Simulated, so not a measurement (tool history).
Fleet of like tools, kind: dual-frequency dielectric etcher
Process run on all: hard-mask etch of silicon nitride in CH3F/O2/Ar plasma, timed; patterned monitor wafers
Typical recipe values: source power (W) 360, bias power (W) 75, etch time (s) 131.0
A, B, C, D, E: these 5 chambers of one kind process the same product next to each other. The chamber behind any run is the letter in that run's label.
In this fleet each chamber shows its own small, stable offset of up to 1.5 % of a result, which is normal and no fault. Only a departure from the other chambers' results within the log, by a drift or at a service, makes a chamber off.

run,hour,source power (W),bias power (W),etch time (s),hours since the last wet clean,hours since the last source power generator calibration,hours since the last bias power generator calibration,"read-back reference wafer on the same gauge, depth_nm",mean etch depth across the wafer (nm)
1D,10.8,360,75,131.0,74.6,1779.1,551.8,104.59,90.207
2B,21.6,360,75,131.0,311.8,292.7,355.4,104.57,90.071
3E,28.3,360,75,131.0,463.5,2977.1,2168.9,104.57,89.607
4C,36.4,360,75,131.0,221.5,4374.7,1113.6,104.58,89.975
5A,46.7,360,75,131.0,152.3,1702.9,309.4,104.75,89.389
6C,56.8,360,75,131.0,241.9,4395.1,1134.0,104.61,89.490
# hour 63.2: chamber E: wet clean of the chamber
7B,67.4,360,75,131.0,357.6,338.5,401.2,104.72,89.757
8E,73.8,360,75,131.0,10.6,3022.6,2214.4,104.62,89.455
9A,82.3,360,75,131.0,187.9,1738.5,345.0,104.62,89.564
# hour 88.3: chamber B: wet clean of the chamber
10D,91.1,360,75,131.0,154.9,1859.4,632.1,104.64,90.324
11A,96.4,360,75,131.0,202.0,1752.6,359.1,104.45,89.322
12B,104.2,360,75,131.0,15.9,375.3,438.0,104.54,90.313
13E,113.8,360,75,131.0,50.6,3062.6,2254.4,104.62,90.254
14C,124.6,360,75,131.0,309.7,4462.9,1201.8,104.60,89.860
15D,129.8,360,75,131.0,193.6,1898.1,670.8,104.64,90.701
16E,137.9,360,75,131.0,74.7,3086.7,2278.5,104.68,89.900
17C,148.1,360,75,131.0,333.2,4486.4,1225.3,104.55,90.883
18D,157.3,360,75,131.0,221.1,1925.6,698.3,104.56,90.425
19A,166.5,360,75,131.0,272.1,1822.7,429.2,104.60,89.494
20B,176.1,360,75,131.0,87.8,447.2,509.9,104.71,90.084
# hour 177.0: chamber E: bias power generator calibrated
21A,185.4,360,86,131.0,291.0,1841.6,448.1,104.70,93.458
22B,194.5,360,86,131.0,106.2,465.6,528.3,104.64,94.626
23D,204.9,360,86,131.0,268.7,1973.2,745.9,104.66,94.725
24E,214.9,360,86,131.0,151.7,3163.7,37.9,104.68,93.208
25C,226.3,360,86,131.0,411.4,4564.6,1303.5,104.53,94.831
26D,235.7,360,75,131.0,299.5,2004.0,776.7,104.59,90.177
27C,244.4,360,75,131.0,429.5,4582.7,1321.6,104.56,90.407
# hour 245.6: chamber C: wet clean of the chamber
28A,250.6,360,75,131.0,356.2,1906.8,513.3,104.61,89.141
29B,258.7,360,75,131.0,170.4,529.8,592.5,104.63,88.990
30E,266.6,360,75,111.5,203.4,3215.4,89.6,104.61,76.671
31D,272.3,360,75,111.5,336.1,2040.6,813.3,104.66,76.981
32A,278.3,360,75,111.5,383.9,1934.5,541.0,104.72,75.972
33E,288.0,360,75,111.5,224.8,3236.8,111.0,104.72,76.543
34B,294.1,360,75,111.5,205.8,565.2,627.9,104.50,76.095
35C,299.9,360,75,131.0,54.4,4638.2,1377.1,104.54,89.759
36C,309.7,280,75,131.0,64.2,4648.0,1386.9,104.57,82.295
37E,320.5,280,75,131.0,257.3,3269.3,143.5,104.61,81.251

Next, all 5 chambers run the settings below, one line each with question marks for the results. What does each chamber give?
38A,329.0,390,75,131.0,,,,,?
38B,329.0,390,75,131.0,,,,,?
38C,329.0,390,75,131.0,,,,,?
38D,329.0,390,75,131.0,,,,,?
38E,329.0,390,75,131.0,,,,,?

run,mean etch depth across the wafer (nm)
38A,91.685
38B,92.553
38C,92.271
38D,93.820
38E,92.732

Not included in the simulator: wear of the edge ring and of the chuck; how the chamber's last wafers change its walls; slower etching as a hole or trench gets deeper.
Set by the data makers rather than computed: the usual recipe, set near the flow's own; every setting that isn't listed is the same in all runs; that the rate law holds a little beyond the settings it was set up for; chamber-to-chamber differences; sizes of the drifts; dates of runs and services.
